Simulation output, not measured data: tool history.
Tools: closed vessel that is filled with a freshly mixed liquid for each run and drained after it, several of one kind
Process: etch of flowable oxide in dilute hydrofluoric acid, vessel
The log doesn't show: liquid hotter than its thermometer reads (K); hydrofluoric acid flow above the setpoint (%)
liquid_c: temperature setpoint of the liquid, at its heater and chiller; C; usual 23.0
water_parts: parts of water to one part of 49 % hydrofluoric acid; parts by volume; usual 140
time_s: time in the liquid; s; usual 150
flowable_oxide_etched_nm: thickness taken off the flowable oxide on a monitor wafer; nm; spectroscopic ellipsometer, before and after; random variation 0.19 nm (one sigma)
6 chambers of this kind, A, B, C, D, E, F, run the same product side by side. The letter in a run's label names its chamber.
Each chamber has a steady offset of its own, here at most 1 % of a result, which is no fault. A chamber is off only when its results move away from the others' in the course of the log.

run	day	liquid_c	water_parts	time_s	hours since the thermometer was replaced	hours since the hydrofluoric acid flow meter was replaced	read-back film thickness of the flowable oxide reference wafer, read on the same gauge (nm)	flowable_oxide_etched_nm
1A	0.362	23.0	140	150	320.2	796.8	50.026	27.1830
2C	0.725	23.0	140	150	681.0	867.8	49.975	27.5930
3D	1.050	23.0	140	150	532.9	804.1	50.049	27.5360
4B	1.338	23.0	140	150	1091.1	1325.6	49.991	27.3660
5F	1.721	23.0	140	150	203.5	1355.3	49.993	27.7970
6E	2.004	27.5	140	235	416.5	55.9	49.952	51.8810
7C	2.367	27.5	140	235	720.4	907.2	50.014	50.4490
8D	2.704	27.5	140	235	572.6	843.8	50.001	51.9310
9A	2.992	27.5	140	235	383.3	859.9	49.974	50.8100
10F	3.312	27.5	140	235	241.7	1393.5	50.014	50.9810
11B	3.525	27.5	140	235	1143.6	1378.1	50.018	51.5960
12E	3.879	23.0	140	150	461.5	100.9	49.981	27.3990
13B	4.146	23.0	140	150	1158.5	1393.0	50.018	28.1020
14F	4.521	23.0	140	150	270.7	1422.5	49.993	27.1200
15C	4.912	23.0	140	75	781.5	968.3	50.016	13.7720
16A	5.321	23.0	140	75	439.2	915.8	50.009	13.7060
17D	5.675	23.0	140	75	643.9	915.1	50.042	13.7380
18E	5.971	23.0	140	75	511.7	151.1	50.003	13.7890
19E	6.354	23.0	140	75	520.9	160.3	49.961	13.8500
20A	6.650	23.0	140	75	471.1	947.7	49.971	13.7340
21C	6.825	23.0	140	150	827.4	1014.2	50.013	27.6540
22B	7.062	23.0	140	150	1228.5	1463.0	50.031	28.4940
23D	7.308	23.0	140	150	683.1	954.3	50.025	27.2570
24F	7.588	23.0	140	150	344.3	1496.1	50.001	27.8420
25D	7.792	23.0	140	150	694.7	965.9	49.969	27.5640
26C	8.104	23.0	175	70	858.1	1044.9	50.022	9.8845
27F	8.488	23.0	175	70	365.9	1517.7	50.012	9.8928
28E	8.725	23.0	175	70	577.8	217.2	49.999	10.0660
29A	9.021	23.0	175	70	528.0	1004.6	50.061	9.7526
30B	9.388	23.0	175	70	1284.3	1518.8	49.977	10.5610
31D	9.746	23.0	175	70	741.6	1012.8	50.010	9.9264
32F	10.012	23.0	140	150	402.5	1554.3	49.991	27.8340
33A	10.383	23.0	140	150	560.7	1037.3	49.979	27.3660
34B	10.775	23.0	140	150	1317.6	1552.1	49.977	29.5630
35E	11.133	23.0	140	150	635.6	275.0	50.004	27.6450
36C	11.358	23.0	140	150	936.2	1123.0	50.002	27.7560
37A	11.750	23.0	140	150	593.5	1070.1	50.006	27.0680
38F	12.150	23.0	140	150	453.8	1605.6	50.004	27.5560
39E	12.371	23.0	140	150	665.3	304.7	49.967	27.6030
40B	12.742	23.0	140	150	1364.8	1599.3	49.948	30.0700
41D	12.971	23.0	140	225	819.0	1090.2	49.944	41.9080
42C	13.167	23.0	140	225	979.6	1166.4	49.984	41.1960

Next, every chamber runs the same settings. What will each give?
43A	13.462	23.0	140	190				?
43B	13.462	23.0	140	190				?
43C	13.462	23.0	140	190				?
43D	13.462	23.0	140	190				?
43E	13.462	23.0	140	190				?
43F	13.462	23.0	140	190				?

run	flowable_oxide_etched_nm
43A	34.7040
43B	37.7240
43C	34.5530
43D	35.0470
43E	35.1570
43F	34.9390
